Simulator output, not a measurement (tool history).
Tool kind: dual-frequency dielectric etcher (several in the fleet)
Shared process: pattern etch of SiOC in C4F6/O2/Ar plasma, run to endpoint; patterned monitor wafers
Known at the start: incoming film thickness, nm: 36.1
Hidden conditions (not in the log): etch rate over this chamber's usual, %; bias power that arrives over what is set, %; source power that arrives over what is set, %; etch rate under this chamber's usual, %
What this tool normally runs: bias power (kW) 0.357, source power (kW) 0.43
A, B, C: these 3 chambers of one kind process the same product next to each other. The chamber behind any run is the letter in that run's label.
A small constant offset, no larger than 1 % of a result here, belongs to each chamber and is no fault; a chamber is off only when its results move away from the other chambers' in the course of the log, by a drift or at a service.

run,hour,bias power (kW),source power (kW),hours since the last wet clean,hours since the last bias power generator calibration,hours since the last source power generator calibration,endpoint time (s)
1A,2.7,0.357,0.43,352.8,814.4,200.3,13.402
2C,5.9,0.357,0.43,166.2,1752.2,1945.4,13.497
3B,8.6,0.357,0.43,105.1,2283.7,172.6,13.236
4C,13.4,0.357,0.43,173.7,1759.7,1952.9,13.445
5A,16.3,0.357,0.43,366.4,828,213.9,13.4
6B,21.1,0.357,0.43,117.6,2296.2,185.1,13.326
7A,25.9,0.357,0.43,376,837.6,223.5,13.452
8C,29,0.357,0.43,189.3,1775.3,1968.5,13.405
9B,32.6,0.357,0.43,129.1,2307.7,196.6,13.29
10C,35.4,0.357,0.43,195.7,1781.7,1974.9,13.534
11B,38.8,0.357,0.43,135.3,2313.9,202.8,13.308
12A,41.7,0.311,0.43,391.8,853.4,239.3,13.879
13C,44.7,0.311,0.43,205,1791,1984.2,14.153
14A,48.1,0.311,0.43,398.2,859.8,245.7,13.897
15B,52.2,0.357,0.43,148.7,2327.3,216.2,13.245
16C,55.2,0.357,0.43,215.5,1801.5,1994.7,13.43
17A,59.4,0.357,0.43,409.5,871.1,257,13.185
18B,62.9,0.293,0.53,159.4,2338,226.9,13.145
19B,67.8,0.293,0.53,164.3,2342.9,231.8,13.124
20C,72.6,0.293,0.53,232.9,1818.9,2012.1,13.256
21A,77.1,0.357,0.43,427.2,888.8,274.7,13.019
22B,80,0.357,0.43,176.5,2355.1,244,13.26
23C,84.6,0.357,0.43,244.9,1830.9,2024.1,13.523
24A,87.1,0.357,0.43,437.2,898.8,284.7,13.075
25A,91.8,0.357,0.43,441.9,903.5,289.4,13.029
26C,95.8,0.357,0.43,256.1,1842.1,2035.3,13.386
27B,99.3,0.357,0.43,195.8,2374.4,263.3,13.294
28B,103.8,0.357,0.43,200.3,2378.9,267.8,13.172
29A,107.6,0.357,0.43,457.7,919.3,305.2,12.881
30C,111.4,0.357,0.43,271.7,1857.7,2050.9,13.505
31C,114.4,0.357,0.43,274.7,1860.7,2053.9,13.5
32A,119,0.357,0.43,469.1,930.7,316.6,12.887
33B,122.2,0.357,0.43,218.7,2397.3,286.2,13.279
34A,125.5,0.357,0.43,475.6,937.2,323.1,12.875

Next, all 3 chambers run the settings below, one line each with question marks for the results. What does each chamber give?
35A,129,0.416,0.43,,,,?
35B,129,0.416,0.43,,,,?
35C,129,0.416,0.43,,,,?

run,endpoint time (s)
35A,12.126
35B,12.597
35C,12.68
